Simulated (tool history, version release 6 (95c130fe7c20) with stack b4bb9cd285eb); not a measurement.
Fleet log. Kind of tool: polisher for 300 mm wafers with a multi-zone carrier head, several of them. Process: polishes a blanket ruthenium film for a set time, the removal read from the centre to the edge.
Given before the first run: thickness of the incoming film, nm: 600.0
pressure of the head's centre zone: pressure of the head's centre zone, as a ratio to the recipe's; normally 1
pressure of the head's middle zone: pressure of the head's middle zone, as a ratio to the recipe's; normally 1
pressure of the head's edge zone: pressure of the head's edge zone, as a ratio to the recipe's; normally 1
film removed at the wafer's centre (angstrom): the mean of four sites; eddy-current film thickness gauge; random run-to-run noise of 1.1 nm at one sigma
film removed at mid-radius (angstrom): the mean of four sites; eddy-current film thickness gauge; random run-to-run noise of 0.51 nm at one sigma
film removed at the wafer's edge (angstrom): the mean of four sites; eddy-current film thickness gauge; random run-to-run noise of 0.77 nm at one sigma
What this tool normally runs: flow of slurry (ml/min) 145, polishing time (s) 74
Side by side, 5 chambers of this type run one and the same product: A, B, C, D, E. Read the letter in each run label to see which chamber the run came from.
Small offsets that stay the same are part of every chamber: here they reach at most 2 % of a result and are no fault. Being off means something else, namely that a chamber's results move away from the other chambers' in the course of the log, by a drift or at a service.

run,hour,flow of slurry (ml/min),pressure of the head's centre zone,pressure of the head's middle zone,pressure of the head's edge zone,polishing time (s),film removed at the wafer's centre (angstrom),film removed at mid-radius (angstrom),film removed at the wafer's edge (angstrom)
1B,9.4,145,1,1,1,74,757.21,761.52,767.1
2A,17.8,145,1,1,1,74,733.68,753.25,760.78
3D,25.6,145,1,1,1,74,770.36,769.04,758.76
# hour 32.5: chamber D: worn pad replaced by a new one
4E,32.9,145,1,1,1,74,734.23,763.77,763.4
# hour 41.9: chamber C: centre zone pressure recalibrated
5C,42.3,145,1,1,1,74,764.6,756.12,755
# hour 47.2: chamber C: worn pad replaced by a new one
6E,48.8,145,1,1,1,74,760.83,754.32,770.63
# hour 51.1: chamber A: worn pad replaced by a new one
7D,53.7,145,1,1,1,50,514.59,517.03,518.24
8A,61.1,145,1,1,1,50,507.08,503.63,517.97
9B,66.7,145,1,1,1,50,501.39,506.15,508.16
# hour 72: chamber A: slurry nozzle cleaned
10C,73,145,1,1,1,50,505.25,507.02,506.12
11A,78.1,145,1,1,1,50,507.63,516.25,506.68
12C,85.6,145,1,1,1,74,775.37,754.54,747.64
# hour 89.1: chamber B: edge zone pressure recalibrated
# hour 90.9: chamber B: worn pad replaced by a new one
13B,93.6,145,1,1,1,74,733.59,746.02,736.6
14D,99,145,1,1,1,74,778.58,757.56,755.78
15E,105.6,145,1,0.92,1,74,760.02,702.18,772.11
16A,110.9,145,1,0.92,1,74,748.15,698.26,764.47
17E,117.9,145,1,0.92,1,74,731.12,709.07,778.63
# hour 119: chamber C: worn pad replaced by a new one
18B,126.1,145,1,0.92,1,74,726.42,686.15,749.8
19C,131.3,145,1,0.92,1,74,747.75,695.09,761.84
20D,138.4,145,1,1,1,74,753.74,759.69,761.02
21C,144.7,145,1,1,1,74,773.3,755.58,746.4
22E,149.8,145,1,1,1,74,752.28,768.91,762.9
# hour 150.3: chamber E: worn pad replaced by a new one
23B,158.7,145,1,1,1,74,725.23,735.85,741.36
24D,166.7,145,1,1,1,74,780.68,754.9,752.46
25A,176.1,145,1,1,1,74,768.69,752.94,765.2
26B,185.8,145,1,1,1,74,712.62,721.31,732.45
# hour 189.3: chamber C: worn pad replaced by a new one
# hour 190.8: chamber A: worn pad replaced by a new one
27A,193.3,145,1,1,1,74,755.93,753.54,765.55
28C,198.4,145,0.94,1,1,74,722.49,758.54,774.69
29E,207,145,0.94,1,1,74,695.65,761.69,764.24
30D,214.3,145,0.94,1,1,74,710,766.75,738.62
# hour 216.8: chamber B: worn pad replaced by a new one
31E,223.1,145,0.94,1,1,74,703.36,762.77,752.22
# hour 223.2: chamber E: centre zone pressure recalibrated
32D,229.4,145,0.94,1,1,74,703.37,764.84,763.52
33B,237.6,145,1,1,0.9,74,716.52,718.79,690.14
34A,247.7,145,1,1,0.9,74,740.04,755.94,708.49
# hour 253.3: chamber D: slurry nozzle cleaned
35C,256.9,145,1,1,0.9,74,767.82,756.05,705.56
# hour 265: chamber D: worn pad replaced by a new one
36B,267.2,145,1,1,0.9,74,719.76,712.08,694.71
37A,273.3,145,1,1,0.9,74,776.07,758.67,721.91
38E,278.3,145,1,1,1,74,742.79,761.22,779.29
# hour 279.1: chamber C: worn pad replaced by a new one
39C,288.8,145,1.04,1,1.1,74,801.38,746.89,791.55
40D,294.1,145,1.04,1,1.1,74,793.51,767.22,797.53
41E,299.3,145,1.04,1,1.1,74,778.16,752.18,814.8
42B,307.3,145,1.04,1,1.1,74,729.17,701.39,751.22

Is one chamber out of step, is the gauge drifting, or do the chambers differ by no more than their own small offsets? For an off chamber, give its letter and the likeliest cause.

Chamber B drifts away from the others.
Cause: slurry flow missing at the pad, % = 29.2.

Which of the 4 candidates below, each the usual settings with something changed and its results left as question marks, puts chamber B back in line with what the other chambers give on the usual settings?
Allowed miss from the other chambers' usual-settings mean, per result, to count as in line: film removed at the wafer's centre (angstrom) 39; film removed at mid-radius (angstrom) 18; film removed at the wafer's edge (angstrom) 27
43B-1,314.9,150,1.02,1.01,0.99,79,?,?,?
43B-2,314.9,150,1.01,1.01,0.99,76,?,?,?
43B-3,314.9,140,0.99,0.99,1.01,72,?,?,?
43B-4,314.9,140,0.98,0.99,1.01,69,?,?,?

Mean of the other chambers on the usual settings: film removed at the wafer's centre (angstrom) 758.17; film removed at mid-radius (angstrom) 758.89; film removed at the wafer's edge (angstrom) 759.67
run,film removed at the wafer's centre (angstrom),film removed at mid-radius (angstrom),film removed at the wafer's edge (angstrom)
43B-1,752.22,758.89,760.63
43B-2,715.94,730.12,731.75
43B-3,649.06,666.15,691.78
43B-4,615.17,638.43,662.95
43B-1 brings the chamber back in line.

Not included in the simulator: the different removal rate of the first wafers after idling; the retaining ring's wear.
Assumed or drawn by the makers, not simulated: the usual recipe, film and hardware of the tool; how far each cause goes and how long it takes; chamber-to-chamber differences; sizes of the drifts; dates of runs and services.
